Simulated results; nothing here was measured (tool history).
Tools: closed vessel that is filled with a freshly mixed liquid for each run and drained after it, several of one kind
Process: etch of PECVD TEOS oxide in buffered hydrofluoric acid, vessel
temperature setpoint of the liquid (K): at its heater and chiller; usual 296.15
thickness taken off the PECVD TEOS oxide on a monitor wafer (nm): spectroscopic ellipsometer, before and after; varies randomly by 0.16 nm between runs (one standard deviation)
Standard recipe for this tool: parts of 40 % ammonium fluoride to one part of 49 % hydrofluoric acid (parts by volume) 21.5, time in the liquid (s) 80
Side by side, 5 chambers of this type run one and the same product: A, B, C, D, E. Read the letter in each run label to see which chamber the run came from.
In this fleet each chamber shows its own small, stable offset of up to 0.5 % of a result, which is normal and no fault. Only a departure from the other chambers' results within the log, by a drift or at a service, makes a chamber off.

run	day	temperature setpoint of the liquid (K)	parts of 40 % ammonium fluoride to one part of 49 % hydrofluoric acid (parts by volume)	time in the liquid (s)	read-back film thickness of the PECVD TEOS oxide reference wafer, read on the same gauge (nm)	thickness taken off the PECVD TEOS oxide on a monitor wafer (nm)
1C	0.375	296.15	21.5	80	149.99	48.806
2E	0.896	296.15	21.5	80	150.03	48.831
3A	1.175	296.15	21.5	80	150.00	48.868
4B	1.512	296.15	21.5	80	150.02	48.594
# day 1.692: chamber E: hydrofluoric acid flow meter replaced
5D	1.854	296.15	21.5	80	150.00	48.660
6D	2.250	296.15	21.5	80	150.01	48.930
7E	2.712	296.15	21.5	80	149.98	48.718
8A	3.012	296.15	21.5	80	149.99	48.985
9C	3.483	296.15	21.5	80	149.99	49.107
10B	3.929	296.15	21.5	80	150.01	48.921
11A	4.412	296.15	21.5	80	149.99	48.945
12E	4.858	296.15	21.5	80	150.01	48.825
13B	5.379	296.15	21.5	80	150.02	48.952
14D	5.808	296.15	21.5	80	149.97	49.092
15C	6.346	296.15	21.5	80	149.98	48.759
16E	6.712	296.15	21.5	125	149.98	76.212
17D	7.058	296.15	21.5	125	150.00	76.821
18A	7.496	296.15	21.5	125	150.03	76.679
19C	7.908	296.15	21.5	125	150.00	76.354
20B	8.317	296.15	21.5	125	150.00	76.023
21E	8.742	296.15	21.5	80	150.00	48.729
22A	9.221	296.15	21.5	80	150.02	49.322
23B	9.758	296.15	21.5	80	149.99	48.274
24C	10.138	296.15	21.5	80	149.99	48.834
25D	10.438	296.15	21.5	80	150.02	48.930
26B	10.929	296.15	28.5	120	150.04	60.061
27A	11.458	296.15	28.5	120	150.01	61.454
28D	12.000	296.15	28.5	120	150.03	60.316
29C	12.542	296.15	28.5	120	149.99	60.378
30E	13.083	296.15	28.5	120	150.00	60.133
31E	13.588	296.15	21.5	80	149.99	48.994
32C	14.121	296.15	21.5	80	150.00	49.064
33A	14.492	296.15	21.5	80	149.98	50.564
34D	15.004	296.15	21.5	80	150.00	48.926
35B	15.425	296.15	16.0	80	149.97	64.271
36D	15.850	296.15	16.0	80	150.03	64.618
37A	16.179	296.15	16.0	80	150.01	67.515
38B	16.508	296.15	16.0	80	150.02	63.976
39E	16.871	296.15	16.0	80	149.97	64.229

Each of the 5 chambers runs these same settings next. Fill in every chamber's results:
40A	17.267	296.15	16.5	80		?
40B	17.267	296.15	16.5	80		?
40C	17.267	296.15	16.5	80		?
40D	17.267	296.15	16.5	80		?
40E	17.267	296.15	16.5	80		?

run	thickness taken off the PECVD TEOS oxide on a monitor wafer (nm)
40A	65.475
40B	62.031
40C	62.158
40D	62.236
40E	62.022
